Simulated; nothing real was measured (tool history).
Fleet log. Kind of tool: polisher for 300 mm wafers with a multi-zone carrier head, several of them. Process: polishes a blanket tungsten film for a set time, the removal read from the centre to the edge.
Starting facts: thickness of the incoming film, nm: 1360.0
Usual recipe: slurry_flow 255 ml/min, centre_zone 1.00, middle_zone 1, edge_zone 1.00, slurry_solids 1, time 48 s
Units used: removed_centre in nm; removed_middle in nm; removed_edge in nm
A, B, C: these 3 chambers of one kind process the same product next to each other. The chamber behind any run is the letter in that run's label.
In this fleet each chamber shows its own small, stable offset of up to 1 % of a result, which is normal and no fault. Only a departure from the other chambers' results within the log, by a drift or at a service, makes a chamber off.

run	hour	slurry_flow	centre_zone	middle_zone	edge_zone	slurry_solids	time	wafers polished on this pad	hours since the slurry nozzle was cleaned	hours since the centre zone pressure was calibrated	hours since the edge zone pressure was calibrated	removed_centre	removed_middle	removed_edge
1B	10.4	255	1.00	1	1.00	1	48	146	541.5	375.2	882.4	283.79	280.92	279.53
# hour 13.0: chamber C: edge zone pressure recalibrated
2A	25.1	255	1.00	1	1.00	1	48	540	247.6	249.6	101.6	278.23	280.45	279.66
# hour 29.8: chamber C: worn pad replaced by a new one
3C	41.3	255	1.00	1	1.00	1	48	88	61.2	285.5	28.4	283.87	275.15	280.72
4C	52.0	255	1.00	1	1.00	1	48	169	71.9	296.2	39.1	283.52	277.60	279.12
# hour 55.7: chamber A: worn pad replaced by a new one
# hour 62.9: chamber B: worn pad replaced by a new one
5A	63.8	180	1.06	1	1.00	1	48	61	286.3	288.3	140.3	291.40	263.79	272.27
6B	78.1	180	1.06	1	1.00	1	48	116	609.2	442.9	950.1	291.34	264.46	272.70
7A	91.1	180	1.06	1	1.00	1	48	270	313.6	315.6	167.6	283.29	260.41	270.81
8C	98.2	255	1.00	1	1.00	1	48	523	118.1	342.4	85.3	274.92	277.08	281.18
9B	114.4	255	1.00	1	1.00	1	48	393	645.5	479.2	986.4	284.93	278.89	284.67
10A	129.0	255	1.00	1	1.00	1	48	560	351.5	353.5	205.5	288.90	283.72	280.65
# hour 132.3: chamber B: worn pad replaced by a new one
11B	136.4	255	1.00	1	1.00	1	48	31	667.5	501.2	1008.4	281.40	283.05	281.70
12C	147.4	255	1.00	1	1.00	1	48	899	167.3	391.6	134.5	284.97	282.76	281.51
13A	156.7	255	1.00	1	1.00	1	48	772	379.2	381.2	233.2	281.56	280.41	280.23
# hour 160.5: chamber A: worn pad replaced by a new one
# hour 166.5: chamber B: slurry nozzle cleaned
14C	168.9	255	1.00	1	1.00	1	48	1063	188.8	413.1	156.0	283.26	273.43	280.09
15B	183.8	180	1.00	1	0.89	1	48	394	17.3	548.6	1055.8	259.69	272.18	254.96
16A	192.9	180	1.00	1	0.89	1	48	248	415.4	417.4	269.4	275.82	262.75	256.29
17C	204.2	180	1.00	1	0.89	1	48	1333	224.1	448.4	191.3	265.62	267.69	255.88
18B	211.8	255	1.00	1	1.00	1	48	608	45.3	576.6	1083.8	278.37	280.67	281.20
# hour 214.0: chamber B: worn pad replaced by a new one
19C	219.6	255	1.00	1	1.00	1	48	1451	239.5	463.8	206.7	284.27	279.96	281.37
# hour 221.7: chamber C: worn pad replaced by a new one
20B	229.5	255	1.00	1	1.00	1	48	119	63.0	594.3	1101.5	281.03	279.92	281.98
21A	245.6	255	1.00	1	1.00	1	48	651	468.1	470.1	322.1	284.15	278.48	279.50
# hour 257.9: chamber A: worn pad replaced by a new one
22A	258.7	255	1.00	1	1.00	1	48	6	481.2	483.2	335.2	284.28	282.30	282.40
23C	271.5	255	1.00	1	1.00	1	48	381	291.4	515.7	258.6	277.87	282.73	282.06
24B	281.6	255	1.00	1	1.00	1	48	517	115.1	646.4	1153.6	273.90	278.65	286.05
# hour 292.1: chamber B: worn pad replaced by a new one
25A	296.5	255	1.00	1	1.00	1	48	295	519.0	521.0	373.0	281.60	276.99	282.10
26B	312.0	255	1.00	1	1.00	1	48	152	145.5	676.8	1184.0	282.92	278.97	279.20
27C	323.1	335	1.00	1	1.00	1	48	775	343.0	567.3	310.2	295.41	283.93	285.33
28C	334.2	335	1.00	1	1.00	1	48	860	354.1	578.4	321.3	289.78	285.94	286.84
# hour 339.3: chamber A: slurry nozzle cleaned
29A	341.5	335	1.00	1	1.00	1	48	639	2.2	566.0	418.0	292.49	291.36	288.16

For the next run the whole fleet of 3 chambers uses the same settings. Give each chamber's results:
30A	353.1	255	1.00	1	1.00	1	48					?	?	?
30B	353.1	255	1.00	1	1.00	1	48					?	?	?
30C	353.1	255	1.00	1	1.00	1	48					?	?	?

run	removed_centre	removed_middle	removed_edge
30A	288.26	283.21	281.53
30B	286.20	283.44	281.59
30C	285.74	281.10	284.54
